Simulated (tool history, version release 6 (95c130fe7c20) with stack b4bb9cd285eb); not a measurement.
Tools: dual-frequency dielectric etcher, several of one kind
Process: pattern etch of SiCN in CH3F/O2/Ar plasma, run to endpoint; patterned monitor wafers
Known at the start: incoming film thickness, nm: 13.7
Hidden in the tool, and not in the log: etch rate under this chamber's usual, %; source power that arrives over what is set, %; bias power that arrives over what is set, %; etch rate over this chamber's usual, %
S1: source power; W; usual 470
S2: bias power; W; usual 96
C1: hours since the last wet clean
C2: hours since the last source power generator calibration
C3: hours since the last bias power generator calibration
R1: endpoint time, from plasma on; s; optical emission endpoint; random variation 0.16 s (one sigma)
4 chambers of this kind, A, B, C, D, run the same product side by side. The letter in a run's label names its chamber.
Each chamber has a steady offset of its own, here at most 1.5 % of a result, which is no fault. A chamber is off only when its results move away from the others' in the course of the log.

run,day,S1,S2,C1,C2,C3,R1
1D,0.204,470,96,65.2,3354.8,1134.4,30.452
2B,0.329,470,96,221.9,97.1,4075.6,30.924
3A,0.571,470,96,339.7,88.9,1983.1,31.105
4C,0.692,470,96,94.3,1881.7,2826.3,30.872
5D,0.958,470,96,83.3,3372.9,1152.5,30.619
6B,1.088,470,96,240.1,115.3,4093.8,30.963
7A,1.304,470,96,357.3,106.5,2000.7,30.291
8C,1.450,470,96,112.5,1899.9,2844.5,30.785
# day 1.592: chamber C: source power generator calibrated
9C,1.712,470,96,118.8,2.9,2850.8,30.724
10D,1.917,470,106,106.3,3395.9,1175.5,29.119
11A,2.092,470,106,376.2,125.4,2019.6,29.541
12B,2.283,470,106,268.8,144.0,4122.5,29.480
13D,2.517,470,106,120.7,3410.3,1189.9,29.735
14C,2.762,470,96,144.0,28.1,2876.0,30.789
15B,2.892,470,96,283.4,158.6,4137.1,30.124
16A,3.117,470,96,400.8,150.0,2044.2,30.914
17A,3.283,470,96,404.8,154.0,2048.2,30.688
18B,3.458,470,96,297.0,172.2,4150.7,29.758
19C,3.612,470,96,164.4,48.5,2896.4,30.647
20D,3.821,520,96,152.0,3441.6,1221.2,29.551
21D,4.021,520,96,156.8,3446.4,1226.0,29.049
22A,4.217,520,96,427.2,176.4,2070.6,29.617
# day 4.388: chamber A: wet clean of the chamber
23B,4.467,520,96,321.2,196.4,4174.9,28.455
24C,4.708,470,96,190.7,74.8,2922.7,30.813
25D,4.862,470,96,177.0,3466.6,1246.2,30.528
26A,5.075,470,96,16.5,197.0,2091.2,30.699

Next, every chamber runs the same settings. What will each give?
27A,5.275,470,96,,,,?
27B,5.275,470,96,,,,?
27C,5.275,470,96,,,,?
27D,5.275,470,96,,,,?

run,R1
27A,30.981
27B,29.650
27C,30.955
27D,30.527
